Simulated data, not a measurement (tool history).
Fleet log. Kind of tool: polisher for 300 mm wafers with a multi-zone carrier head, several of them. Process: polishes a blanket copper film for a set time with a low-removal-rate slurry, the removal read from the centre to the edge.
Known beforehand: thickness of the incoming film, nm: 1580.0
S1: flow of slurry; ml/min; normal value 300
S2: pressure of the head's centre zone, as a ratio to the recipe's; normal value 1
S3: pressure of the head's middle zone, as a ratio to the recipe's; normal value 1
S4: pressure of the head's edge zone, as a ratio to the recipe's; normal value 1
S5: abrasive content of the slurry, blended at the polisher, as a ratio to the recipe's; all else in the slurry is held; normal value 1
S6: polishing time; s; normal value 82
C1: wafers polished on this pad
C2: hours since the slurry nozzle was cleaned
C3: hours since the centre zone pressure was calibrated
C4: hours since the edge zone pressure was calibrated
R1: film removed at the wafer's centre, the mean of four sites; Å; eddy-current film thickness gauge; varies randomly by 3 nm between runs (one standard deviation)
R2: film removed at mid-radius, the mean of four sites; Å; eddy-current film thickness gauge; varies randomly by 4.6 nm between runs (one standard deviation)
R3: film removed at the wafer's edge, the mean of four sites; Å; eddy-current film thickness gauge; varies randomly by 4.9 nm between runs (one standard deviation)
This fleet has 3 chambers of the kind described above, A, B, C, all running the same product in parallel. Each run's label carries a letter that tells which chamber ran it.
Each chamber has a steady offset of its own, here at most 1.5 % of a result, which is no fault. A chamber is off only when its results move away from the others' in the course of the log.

run,hour,S1,S2,S3,S4,S5,S6,C1,C2,C3,C4,R1,R2,R3
1A,7.6,300,1,1,1,1,82,75,476.7,185.7,237.4,4235,4189.8,4186.5
# hour 9.2: chamber C: worn pad replaced by a new one
# hour 10.4: chamber B: worn pad replaced by a new one
2C,17.3,300,1,1,1,1,82,73,454,597.5,550,4185.7,4220,4135.7
3B,26.9,300,1,1,1,1,82,148,679.7,517.7,1208.9,4192.2,4199.5,4231.8
# hour 36: chamber B: centre zone pressure recalibrated
4A,37,300,1,1,1,1,82,340,506.1,215.1,266.8,4203.1,4233.8,4209.4
5C,48.2,300,1,1,1,1,82,351,484.9,628.4,580.9,4197.5,4283,4269.1
6B,53.9,300,1,1,1,1,82,391,706.7,18,1235.9,4204.6,4275.9,4278.2
7A,61.6,300,1,1,1,1,82,562,530.7,239.7,291.4,4159,4233.2,4200.7
8C,69.3,300,1,1,1,1.25,82,541,506,649.5,602,4376.5,4437,4422.4
# hour 70: chamber B: worn pad replaced by a new one
# hour 71: chamber C: edge zone pressure recalibrated
# hour 73.7: chamber A: slurry nozzle cleaned
9B,76.4,300,1,1,1,1.25,82,58,729.2,40.5,1258.4,4408.4,4434.1,4485.6
10C,83,300,1,1,1,1.25,82,665,519.7,663.2,12,4275.4,4423.5,4412.8
11A,91.7,300,1,1,1,1,82,833,18.1,269.8,321.5,4243.1,4323.1,4212
# hour 94: chamber A: worn pad replaced by a new one
# hour 100.3: chamber B: slurry nozzle cleaned
12B,101,300,1,1,1,1,82,279,0.7,65.1,1283,4117.6,4268,4193.7
13B,111.9,300,1,1,1,1,82,378,11.6,76,1293.9,4157,4202.3,4313
14C,120.5,300,1,1,1,1,82,1002,557.2,700.7,49.5,4098.5,4156.9,4048.1
15A,126.7,300,1,1,1,1,82,294,53.1,304.8,356.5,4264.4,4132.2,4140.3
16A,132.9,300,1,1,1,1,82,350,59.3,311,362.7,4187.7,4211,4174
17B,140.1,300,1,1,1,1,82,632,39.8,104.2,1322.1,4156.9,4327.9,4234.1
# hour 142.8: chamber B: worn pad replaced by a new one
18C,147.8,300,1,1,1,1,82,1248,584.5,728,76.8,4062.7,4110.2,4130.8
# hour 154.2: chamber C: worn pad replaced by a new one
19B,155.4,300,1,1,1,1,82,113,55.1,119.5,1337.4,4231.9,4264.2,4269.5
20A,162.8,300,1,1,1,1,82,620,89.2,340.9,392.6,4190.2,4238.4,4213.1
21C,170.1,300,1,1,1,1,82,143,606.8,750.3,99.1,4022.3,4048.5,4085.6
22A,177.2,300,1,1,1,1,82,749,103.6,355.3,407,4210.7,4172.2,4181.8
23C,186.3,300,1,1,1,1,82,289,623,766.5,115.3,3948.2,4034.3,4097.9
24B,194,300,0.93,1,1.08,1,82,461,93.7,158.1,1376,3889.4,4279.8,4453.3
25C,205,300,0.93,1,1.08,1,82,457,641.7,785.2,134,3593.6,3942.6,4203.2

What goes on in this fleet: one chamber off, a drifting gauge, or nothing beyond the chambers' own small offsets? Name the chamber and the cause, if any.

Chamber C drifts away from the others.
Likeliest cause: slurry flow missing at the pad, % = 40.7.

Below are 4 candidate recipes for chamber C's next run, each the usual settings with a change, their results shown as question marks. Which of them brings C's results back in line with what the other chambers give on the usual settings?
Maximum distance from the other chambers' mean on the usual settings for a result to count as in line: R1 100 Å; R2 160 Å; R3 170 Å
26C-1,213,305,1.02,1.01,0.99,1,87,,,,,?,?,?
26C-2,213,290,0.96,0.98,1.02,1,73,,,,,?,?,?
26C-3,213,310,1.04,1.01,0.98,1,93,,,,,?,?,?
26C-4,213,295,0.98,0.99,1.01,1,77,,,,,?,?,?

Mean of the other chambers on the usual settings: R1 4209.7 Å; R2 4233.3 Å; R3 4214.1 Å
run,R1,R2,R3
26C-1,4219.8,4270.2,4229.5
26C-2,3281.8,3457.2,3584.3
26C-3,4620.8,4576.1,4506.1
26C-4,3552.5,3691,3768.5
26C-1 is the one that brings the chamber's results back in line with the other chambers.
